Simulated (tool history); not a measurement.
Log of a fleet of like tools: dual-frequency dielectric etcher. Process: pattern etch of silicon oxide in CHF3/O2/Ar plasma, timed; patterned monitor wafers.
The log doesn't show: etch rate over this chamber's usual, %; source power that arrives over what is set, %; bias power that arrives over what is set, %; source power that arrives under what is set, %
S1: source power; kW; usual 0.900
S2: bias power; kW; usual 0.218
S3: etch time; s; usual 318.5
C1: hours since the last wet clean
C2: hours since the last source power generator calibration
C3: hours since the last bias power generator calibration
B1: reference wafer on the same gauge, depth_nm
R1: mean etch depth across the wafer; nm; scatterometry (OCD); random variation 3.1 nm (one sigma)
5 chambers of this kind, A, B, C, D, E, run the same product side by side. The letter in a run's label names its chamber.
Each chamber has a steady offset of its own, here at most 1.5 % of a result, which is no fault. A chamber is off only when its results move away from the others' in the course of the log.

run	hour	S1	S2	S3	C1	C2	C3	B1	R1
1B	12.8	0.900	0.218	318.5	122.5	2753.6	3072.5	896.83	797.23
2C	25.2	0.900	0.218	318.5	349.0	2154.0	2668.1	896.84	780.20
# hour 26.8: chamber C: source power generator calibrated
3D	34.9	0.900	0.218	318.5	373.0	3111.6	3237.4	896.62	781.01
4E	45.8	0.900	0.218	318.5	394.2	1454.9	1445.1	896.34	785.17
# hour 48.3: chamber D: wet clean of the chamber
# hour 48.9: chamber B: source power generator calibrated
5A	55.7	0.900	0.218	318.5	293.5	1997.4	1623.5	897.04	780.47
6C	67.6	0.900	0.218	318.5	391.4	40.8	2710.5	896.49	781.12
7A	76.7	0.900	0.218	318.5	314.5	2018.4	1644.5	896.79	780.61
8E	84.2	0.900	0.218	318.5	432.6	1493.3	1483.5	896.54	787.18
9D	98.9	0.900	0.218	318.5	50.6	3175.6	3301.4	897.64	783.64
10B	112.7	0.900	0.218	318.5	222.4	63.9	3172.4	896.03	792.03
11E	125.4	0.900	0.218	318.5	473.8	1534.5	1524.7	896.53	779.04
12A	132.8	0.900	0.218	318.5	370.6	2074.5	1700.6	897.22	785.20
13C	146.3	0.900	0.218	318.5	470.1	119.5	2789.2	896.45	782.09
14B	156.1	0.900	0.218	318.5	265.8	107.3	3215.8	896.64	791.91
15D	165.3	0.900	0.218	318.5	117.0	3242.0	3367.8	896.87	782.24
# hour 167.5: chamber C: wet clean of the chamber
16C	180.1	0.900	0.218	318.5	12.7	153.3	2823.0	897.04	787.40
# hour 191.9: chamber E: source power generator calibrated
17E	193.1	0.740	0.218	285.0	541.5	1.2	1592.4	896.68	652.17
18D	206.8	0.740	0.218	285.0	158.5	3283.5	3409.3	896.33	653.15
19B	213.9	0.740	0.218	285.0	323.6	165.1	3273.6	897.52	659.76
20A	224.6	0.740	0.218	285.0	462.4	2166.3	1792.4	897.65	647.56
21C	233.7	0.740	0.218	285.0	66.3	206.9	2876.6	896.95	654.25
22E	243.4	0.900	0.218	318.5	591.8	51.5	1642.7	896.52	789.73
# hour 249.3: chamber D: bias power generator calibrated
23A	256.3	0.900	0.218	318.5	494.1	2198.0	1824.1	897.03	782.27
24D	270.5	0.900	0.218	318.5	222.2	3347.2	21.3	897.08	779.07
25B	282.2	0.970	0.218	272.0	391.9	233.4	3341.9	897.15	699.73
26C	294.8	0.970	0.218	272.0	127.4	268.0	2937.7	895.53	690.25
27E	305.6	0.970	0.218	272.0	654.0	113.7	1704.9	896.66	699.97
28B	313.6	0.970	0.218	272.0	423.3	264.8	3373.3	896.51	699.30
29D	325.5	0.970	0.218	272.0	277.2	3402.2	76.3	897.43	685.72
30A	337.6	0.900	0.218	318.5	575.4	2279.3	1905.4	896.31	780.14
31B	349.1	0.900	0.218	318.5	458.8	300.3	3408.8	896.82	793.62
32C	360.7	0.900	0.218	318.5	193.3	333.9	3003.6	896.41	781.36
33E	371.3	0.900	0.218	318.5	719.7	179.4	1770.6	896.36	798.70
34D	384.9	0.900	0.218	318.5	336.6	3461.6	135.7	897.10	781.76
35A	396.9	0.900	0.218	318.5	634.7	2338.6	1964.7	896.46	783.16
# hour 408.0: chamber A: wet clean of the chamber
36B	408.2	0.900	0.218	318.5	517.9	359.4	3467.9	897.43	796.58
# hour 419.0: chamber D: wet clean of the chamber
37C	422.2	1.000	0.270	318.5	254.8	395.4	3065.1	897.32	883.87
38A	436.0	1.000	0.270	318.5	28.0	2377.7	2003.8	897.79	873.37
39E	449.8	1.000	0.270	318.5	798.2	257.9	1849.1	897.49	896.16
40D	459.1	1.000	0.270	318.5	40.1	3535.8	209.9	896.58	871.46
# hour 467.6: chamber B: wet clean of the chamber
41B	471.1	1.000	0.270	318.5	3.5	422.3	3530.8	897.06	887.54

What goes on in this fleet: one chamber off, a drifting gauge, or nothing beyond the chambers' own small offsets? Name the chamber and the cause, if any.

Chamber E drifts away from the others.
Cause: etch rate over this chamber's usual, % = 3.39.

Here are 4 candidates for chamber E's next run, each the usual settings with a change, their results left as question marks. Which one brings its results back in line with what the others give on the usual settings?
In line means no further than this from the other chambers' mean on the usual settings: R1 11.00 nm
42E-1	482.1	0.890	0.216	303.5					?
42E-2	482.1	0.900	0.254	318.5					?
42E-3	482.1	0.890	0.217	310.5					?
42E-4	482.1	0.940	0.227	318.5					?

The other chambers' mean on the usual settings: R1 784.91 nm
run	R1
42E-1	764.75
42E-2	852.14
42E-3	783.62
42E-4	833.39
42E-3 brings the chamber back in line.
